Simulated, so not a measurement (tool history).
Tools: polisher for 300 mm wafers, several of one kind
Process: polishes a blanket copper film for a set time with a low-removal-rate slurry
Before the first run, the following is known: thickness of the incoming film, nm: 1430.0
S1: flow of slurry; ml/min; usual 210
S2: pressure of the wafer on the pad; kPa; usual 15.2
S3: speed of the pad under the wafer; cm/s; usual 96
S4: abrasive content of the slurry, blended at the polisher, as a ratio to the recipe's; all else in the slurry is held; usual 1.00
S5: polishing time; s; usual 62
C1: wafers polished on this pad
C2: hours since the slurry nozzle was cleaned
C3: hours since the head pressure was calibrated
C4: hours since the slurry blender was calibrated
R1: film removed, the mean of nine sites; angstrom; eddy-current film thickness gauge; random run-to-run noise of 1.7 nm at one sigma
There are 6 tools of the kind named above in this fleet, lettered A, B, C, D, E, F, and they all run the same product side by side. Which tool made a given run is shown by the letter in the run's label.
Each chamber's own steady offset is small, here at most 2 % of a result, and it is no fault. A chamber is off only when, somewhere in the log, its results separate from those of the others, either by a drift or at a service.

run	hour	S1	S2	S3	S4	S5	C1	C2	C3	C4	R1
1F	2.5	210	15.2	96	1.00	62	713	19.7	129.3	77.8	1545.9
2E	5.0	210	15.2	96	1.00	62	363	442.4	587.0	29.6	1566.4
3C	7.4	210	15.2	96	1.00	62	329	111.9	191.7	14.8	1522.5
4A	11.2	210	15.2	96	1.00	62	344	46.5	813.6	364.3	1510.2
5B	13.5	210	15.2	96	1.00	62	805	269.6	177.9	338.3	1540.6
6D	16.0	210	15.2	96	1.15	62	235	219.8	733.0	365.3	1550.2
7F	20.2	210	15.2	96	1.15	62	917	37.4	147.0	95.5	1578.8
# hour 23.0: chamber A: worn pad replaced by a new one
8D	24.6	210	15.2	96	1.15	62	334	228.4	741.6	373.9	1569.8
9E	28.7	210	15.2	96	1.15	62	636	466.1	610.7	53.3	1593.1
# hour 30.6: chamber E: worn pad replaced by a new one
10B	32.2	210	15.2	96	1.15	62	1021	288.3	196.6	357.0	1577.6
11C	35.2	210	15.2	96	1.15	62	649	139.7	219.5	42.6	1569.4
# hour 38.7: chamber A: slurry blender recalibrated
12A	38.7	210	13.1	96	1.00	62	181	74.0	841.1	0.1	1302.4
# hour 40.7: chamber C: worn pad replaced by a new one
13C	41.1	210	13.1	96	1.00	62	4	145.6	225.4	48.5	1320.6
# hour 41.9: chamber A: head pressure recalibrated
14E	43.7	210	13.1	96	1.00	62	151	481.1	625.7	68.3	1342.9
15A	46.4	210	13.1	96	1.00	62	269	81.7	4.5	7.8	1290.1
# hour 46.5: chamber E: head pressure recalibrated
16F	50.1	210	13.1	96	1.00	62	1261	67.3	176.9	125.4	1308.0
17D	53.7	210	13.1	96	1.00	62	669	257.5	770.7	403.0	1343.9
18B	57.8	210	15.2	96	1.00	62	1315	313.9	222.2	382.6	1521.3
19B	60.1	210	15.2	96	1.00	62	1342	316.2	224.5	384.9	1526.4
20E	62.0	210	15.2	96	1.00	62	362	499.4	15.6	86.6	1755.2
21D	64.2	210	15.2	96	1.00	62	790	268.0	781.2	413.5	1552.9
# hour 64.4: chamber A: worn pad replaced by a new one
22F	66.8	210	15.2	96	1.00	62	1454	84.0	193.6	142.1	1516.2
# hour 70.3: chamber D: slurry blender recalibrated
23A	70.7	280	15.2	70	1.00	62	73	106.0	28.8	32.1	1155.0
# hour 72.3: chamber D: worn pad replaced by a new one
# hour 72.9: chamber B: worn pad replaced by a new one
24C	72.9	280	15.2	70	1.00	62	370	177.4	257.2	80.3	1160.0
# hour 74.2: chamber E: slurry blender recalibrated
25D	75.9	280	15.2	70	1.00	62	42	279.7	792.9	5.6	1164.4
# hour 79.5: chamber F: worn pad replaced by a new one
26B	79.6	280	15.2	70	1.00	62	77	335.7	244.0	404.4	1145.8
27E	83.0	280	15.2	70	1.00	62	604	520.4	36.6	8.9	1302.6
# hour 85.7: chamber E: worn pad replaced by a new one
28F	86.9	280	15.2	70	1.00	62	85	104.1	213.7	162.2	1152.8
29A	89.4	210	15.2	96	1.00	62	289	124.7	47.5	50.8	1515.4
30C	91.3	210	15.2	96	1.00	62	582	195.8	275.6	98.7	1542.4
31F	94.7	210	15.2	128	1.00	73	175	111.9	221.5	170.0	2408.4
32C	97.4	210	15.2	128	1.00	73	652	201.9	281.7	104.8	2415.8
33B	99.7	210	15.2	128	1.00	73	309	355.8	264.1	424.5	2440.8
34D	102.9	210	15.2	128	1.00	73	352	306.7	819.9	32.6	2394.7
35A	106.1	210	15.2	128	1.00	73	481	141.4	64.2	67.5	2436.1
36E	109.5	210	15.2	128	1.00	73	274	546.9	63.1	35.4	2759.1
# hour 111.3: chamber A: worn pad replaced by a new one
37E	112.7	210	15.2	96	1.00	62	311	550.1	66.3	38.6	1731.5
38F	116.0	210	15.2	80	0.75	62	420	133.2	242.8	191.3	1201.8
39C	119.5	210	15.2	80	0.75	62	907	224.0	303.8	126.9	1224.0
40D	121.8	210	15.2	80	0.75	62	570	325.6	838.8	51.5	1192.1
41B	124.0	210	15.2	80	0.75	62	589	380.1	288.4	448.8	1189.4
42A	127.6	210	15.2	80	0.75	62	188	162.9	85.7	89.0	1183.0

Is one chamber out of step, is the gauge drifting, or do the chambers differ by no more than their own small offsets? For an off chamber, give its letter and the likeliest cause.

A service left chamber E off against the others.
Cause: head's pressure above its setpoint, % = 11.8.

Which of the 4 candidates below, each the usual settings with something changed and its results left as question marks, puts chamber E back in line with what the other chambers give on the usual settings?
To be in line, a result may differ from the other chambers' mean on the usual settings by at most: R1 60.0 angstrom
43E-1	130.7	210	16.5	102	1.00	66					?
43E-2	130.7	210	12.4	96	0.95	62					?
43E-3	130.7	210	15.9	100	1.00	65					?
43E-4	130.7	210	13.1	96	1.00	62					?

On the usual settings, the other chambers give on average: R1 1524.5 angstrom
run	R1
43E-1	2141.0
43E-2	1410.2
43E-3	1981.9
43E-4	1503.1
With 43E-4, the chamber falls back in line with the rest.

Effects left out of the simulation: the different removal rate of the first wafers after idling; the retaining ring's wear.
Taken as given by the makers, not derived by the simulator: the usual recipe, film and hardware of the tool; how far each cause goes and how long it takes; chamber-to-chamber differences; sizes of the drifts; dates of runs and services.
